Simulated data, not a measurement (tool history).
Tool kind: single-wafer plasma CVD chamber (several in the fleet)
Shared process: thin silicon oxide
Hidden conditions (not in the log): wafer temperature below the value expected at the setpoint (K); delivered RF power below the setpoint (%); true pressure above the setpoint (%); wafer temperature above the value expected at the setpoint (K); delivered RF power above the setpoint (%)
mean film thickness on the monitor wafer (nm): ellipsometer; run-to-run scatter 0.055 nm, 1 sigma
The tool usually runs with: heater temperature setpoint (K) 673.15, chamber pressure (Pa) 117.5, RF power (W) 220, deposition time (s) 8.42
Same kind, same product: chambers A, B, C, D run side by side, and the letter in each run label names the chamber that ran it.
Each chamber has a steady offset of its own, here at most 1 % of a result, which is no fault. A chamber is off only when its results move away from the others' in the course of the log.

run     day  heater temperature setpoint (K)  chamber pressure (Pa)  RF power (W)  deposition time (s)  hours since the last thermocouple change  hours since the last RF generator calibration  hours since the last manometer calibration  read-back reference wafer on the same gauge, thickness_nm  mean film thickness on the monitor wafer (nm)
 1D   0.304                           673.15                  117.5           220                 8.42                                     617.4                                         1134.6                                       396.5                                                     12.401                                         14.764
 2C   0.662                           673.15                  117.5           220                 8.42                                    1578.4                                          626.6                                       706.9                                                     12.406                                         14.706
 3B   0.942                           673.15                  117.5           220                 8.42                                    2115.2                                         2567.4                                      2356.5                                                     12.404                                         14.644
 4A   1.383                           673.15                  117.5           220                 8.42                                    1548.2                                          337.1                                      1105.3                                                     12.405                                         14.686
 5C   1.667                           673.15                  117.5           220                 8.42                                    1602.5                                          650.7                                       731.0                                                     12.395                                         14.745
 6B   2.004                           673.15                  117.5           220                 8.42                                    2140.7                                         2592.9                                      2382.0                                                     12.403                                         14.651
 7A   2.275                           673.15                  117.5           220                 8.42                                    1569.6                                          358.5                                      1126.7                                                     12.398                                         14.713
 8D   2.604                           673.15                  117.5           220                 8.42                                     672.6                                         1189.8                                       451.7                                                     12.403                                         14.836
 9A   2.950                           673.15                  117.5           220                 7.01                                    1585.8                                          374.7                                      1142.9                                                     12.395                                         12.199
10C   3.379                           673.15                  117.5           220                 7.01                                    1643.6                                          691.8                                       772.1                                                     12.406                                         12.236
11D   3.808                           673.15                  117.5           220                 7.01                                     701.5                                         1218.7                                       480.6                                                     12.404                                         12.358
12B   4.162                           673.15                  117.5           220                 7.01                                    2192.5                                         2644.7                                      2433.8                                                     12.391                                         12.212
13A   4.496                           673.15                  117.5           220                 8.42                                    1622.9                                          411.8                                      1180.0                                                     12.396                                         14.605
14D   4.758                           673.15                  117.5           220                 8.42                                     724.3                                         1241.5                                       503.4                                                     12.410                                         14.752
      4.779  -- chamber B: thermocouple changed; heater temperature recalibrated
15C   5.092                           673.15                  117.5           220                 8.42                                    1684.7                                          732.9                                       813.2                                                     12.396                                         14.600
16B   5.450                           667.15                  117.5           220                 8.42                                      16.2                                         2675.6                                      2464.7                                                     12.407                                         14.651
17C   5.712                           667.15                  117.5           220                 8.42                                    1699.6                                          747.8                                       828.1                                                     12.391                                         14.696
18D   6.092                           667.15                  117.5           220                 8.42                                     756.3                                         1273.5                                       535.4                                                     12.400                                         14.915
19A   6.283                           667.15                  117.5           220                 8.42                                    1665.8                                          454.7                                      1222.9                                                     12.397                                         14.467
      6.588  -- chamber A: thermocouple changed; heater temperature recalibrated
20B   6.700                           673.15                  117.5           220                 8.42                                      46.2                                         2705.6                                      2494.7                                                     12.392                                         14.582
21C   7.121                           673.15                  117.5           220                 8.42                                    1733.4                                          781.6                                       861.9                                                     12.400                                         14.686
22D   7.321                           673.15                  117.5           220                 8.42                                     785.8                                         1303.0                                       564.9                                                     12.402                                         14.791
23A   7.712                           673.15                  117.5           220                 8.42                                      27.1                                          489.0                                      1257.2                                                     12.402                                         14.371
24B   8.096                           673.15                  117.5           220                 9.20                                      79.7                                         2739.1                                      2528.2                                                     12.400                                         15.966
25B   8.446                           673.15                  117.5           220                 9.20                                      88.1                                         2747.5                                      2536.6                                                     12.399                                         15.978
      8.692  -- chamber A: capacitance manometer re-zeroed and calibrated
26C   8.812                           673.15                  117.5           220                 9.20                                    1774.0                                          822.2                                       902.5                                                     12.413                                         16.072
      9.062  -- chamber B: RF generator calibrated
27D   9.242                           673.15                  117.5           220                 9.20                                     831.9                                         1349.1                                       611.0                                                     12.408                                         16.172
28A   9.442                           673.15                  117.5           220                 8.42                                      68.6                                          530.5                                        18.0                                                     12.399                                         14.300
29A   9.725                           658.15                  117.5           205                 8.42                                      75.4                                          537.3                                        24.8                                                     12.404                                         13.891
30D  10.133                           658.15                  117.5           205                 8.42                                     853.3                                         1370.5                                       632.4                                                     12.391                                         14.390
31B  10.338                           658.15                  117.5           205                 8.42                                     133.5                                           30.7                                      2582.0                                                     12.409                                         14.444
     10.346  -- chamber C: RF generator calibrated
32C  10.758                           658.15                  117.5           205                 8.42                                    1820.7                                           10.0                                       949.2                                                     12.405                                         14.339

Does one chamber stand apart from the rest, does the shared gauge drift, or is all well apart from small per-chamber offsets? Give the chamber and the most likely cause, where there is one.

Little by little, chamber A moves away from the other chambers.
Cause: delivered RF power below the setpoint (%) = 6.32.

Here are 4 candidates for chamber A's next run, each the usual settings with a change, their results left as question marks. Which one brings its results back in line with what the others give on the usual settings?
Maximum distance from the other chambers' mean on the usual settings for a result to count as in line: mean film thickness on the monitor wafer (nm) 0.190
33A-1  11.075                           673.15                  117.5           225                 8.65                                                                                                                                                                                                                                              ?
33A-2  11.075                           673.15                  109.7           220                 8.42                                                                                                                                                                                                                                              ?
33A-3  11.075                           673.15                  121.6           220                 8.64                                                                                                                                                                                                                                              ?
33A-4  11.075                           673.15                  115.2           220                 8.30                                                                                                                                                                                                                                              ?

What the other chambers average on the usual settings: mean film thickness on the monitor wafer (nm) 14.689
  run  mean film thickness on the monitor wafer (nm)
33A-1                                         14.751
33A-2                                         13.388
33A-3                                         15.004
33A-4                                         13.764
With 33A-1, the chamber falls back in line with the rest.
